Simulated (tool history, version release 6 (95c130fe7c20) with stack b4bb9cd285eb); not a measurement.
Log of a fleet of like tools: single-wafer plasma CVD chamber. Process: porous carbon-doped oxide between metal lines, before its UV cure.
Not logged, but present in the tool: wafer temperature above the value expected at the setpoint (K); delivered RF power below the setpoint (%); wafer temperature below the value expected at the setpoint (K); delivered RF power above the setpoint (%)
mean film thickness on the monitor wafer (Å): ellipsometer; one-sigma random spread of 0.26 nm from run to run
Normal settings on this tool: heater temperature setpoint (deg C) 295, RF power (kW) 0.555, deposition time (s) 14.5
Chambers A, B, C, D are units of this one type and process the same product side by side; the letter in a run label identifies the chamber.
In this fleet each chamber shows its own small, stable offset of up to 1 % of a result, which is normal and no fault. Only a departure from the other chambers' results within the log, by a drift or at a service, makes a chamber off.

run,hour,heater temperature setpoint (deg C),RF power (kW),deposition time (s),hours since the last thermocouple change,hours since the last RF generator calibration,"read-back reference wafer on the same gauge, thickness_nm",mean film thickness on the monitor wafer (Å)
1A,8,295,0.555,14.5,1267.2,697.1,90.289,889.33
2D,17.2,295,0.555,14.5,755,1410.5,90.306,883.09
3B,24.1,295,0.555,14.5,3043,412.6,90.337,895.55
4C,30.9,295,0.555,14.5,305.7,643.6,90.262,883.16
5A,37.4,295,0.555,14.5,1296.6,726.5,90.291,889.86
6D,43.8,295,0.555,14.5,781.6,1437.1,90.233,883.16
7C,51.2,295,0.555,14.5,326,663.9,90.308,883.72
8B,59.5,286,0.615,14.5,3078.4,448,90.287,1001.4
9C,64.3,286,0.615,14.5,339.1,677,90.368,993.65
10D,72.8,286,0.615,14.5,810.6,1466.1,90.334,993.18
11B,83,286,0.615,14.5,3101.9,471.5,90.247,1011.8
12A,87.8,295,0.555,14.5,1347,776.9,90.284,885.38
# hour 90.6: chamber B: thermocouple changed; heater temperature recalibrated
13C,95.2,295,0.555,14.5,370,707.9,90.301,876.4
14D,101.3,295,0.555,14.5,839.1,1494.6,90.25,881.24
15A,110.7,295,0.555,14.5,1369.9,799.8,90.221,887.17
16B,120,295,0.555,14.5,29.5,508.5,90.239,916.44
# hour 121.1: chamber A: thermocouple changed; heater temperature recalibrated
17B,129.1,295,0.555,14.5,38.6,517.6,90.299,910.86
18A,137.5,303,0.555,14.5,16.4,826.6,90.336,850.51
19C,144.1,303,0.555,14.5,418.9,756.8,90.194,839.66
20D,150.8,303,0.555,14.5,888.6,1544.1,90.295,842.1
21C,158.8,303,0.555,14.5,433.6,771.5,90.241,843.71
22D,167.1,295,0.555,14.5,904.9,1560.4,90.249,878.51
23A,174.4,295,0.555,14.5,53.3,863.5,90.264,891.96
24B,182.2,295,0.555,14.5,91.7,570.7,90.277,904.9
25C,191.9,295,0.555,14.5,466.7,804.6,90.34,884.21
26B,201.6,295,0.555,14.5,111.1,590.1,90.285,906.06
27A,209.8,295,0.625,14.5,88.7,898.9,90.254,955.58
28D,214.8,295,0.625,14.5,952.6,1608.1,90.191,951.69
29D,224.3,295,0.625,14.5,962.1,1617.6,90.28,949.67
30B,232.4,295,0.625,14.5,141.9,620.9,90.267,983.81
31A,241.1,295,0.555,14.5,120,930.2,90.287,890.36
32C,249.2,295,0.555,14.5,524,861.9,90.309,882.32
33A,255.8,295,0.555,14.5,134.7,944.9,90.311,886.49
34C,260.4,295,0.555,14.5,535.2,873.1,90.226,883.57
35B,268.7,295,0.555,14.5,178.2,657.2,90.312,903.05
36D,276.4,295,0.555,14.5,1014.2,1669.7,90.315,882.47
37B,283.6,295,0.625,14.5,193.1,672.1,90.347,984.7

Decide between three cases: one chamber stands off from its peers, the gauge reading all wafers drifts, or nothing is wrong past each chamber's small offset. Where a chamber is off, say which and what most likely put it there.

Chamber B has stood off from the others ever since a service on it.
What lies behind it: wafer temperature below the value expected at the setpoint (K) = 2.91.

Which of the 4 candidates below, each the usual settings with something changed and its results left as question marks, puts chamber B back in line with what the other chambers give on the usual settings?
In line means no further than this from the other chambers' mean on the usual settings: mean film thickness on the monitor wafer (Å) 9.2
38B-1,291.1,295,0.545,14.2,,,,?
38B-2,291.1,295,0.555,14.9,,,,?
38B-3,291.1,296,0.545,14.1,,,,?
38B-4,291.1,292,0.58,14.5,,,,?

The mean the other chambers reach with the usual settings: mean film thickness on the monitor wafer (Å) 883.03
run,mean film thickness on the monitor wafer (Å)
38B-1,880.35
38B-2,933.28
38B-3,869.2
38B-4,952.6
The right change is 38B-1: it brings the chamber back within the allowed miss of the others.
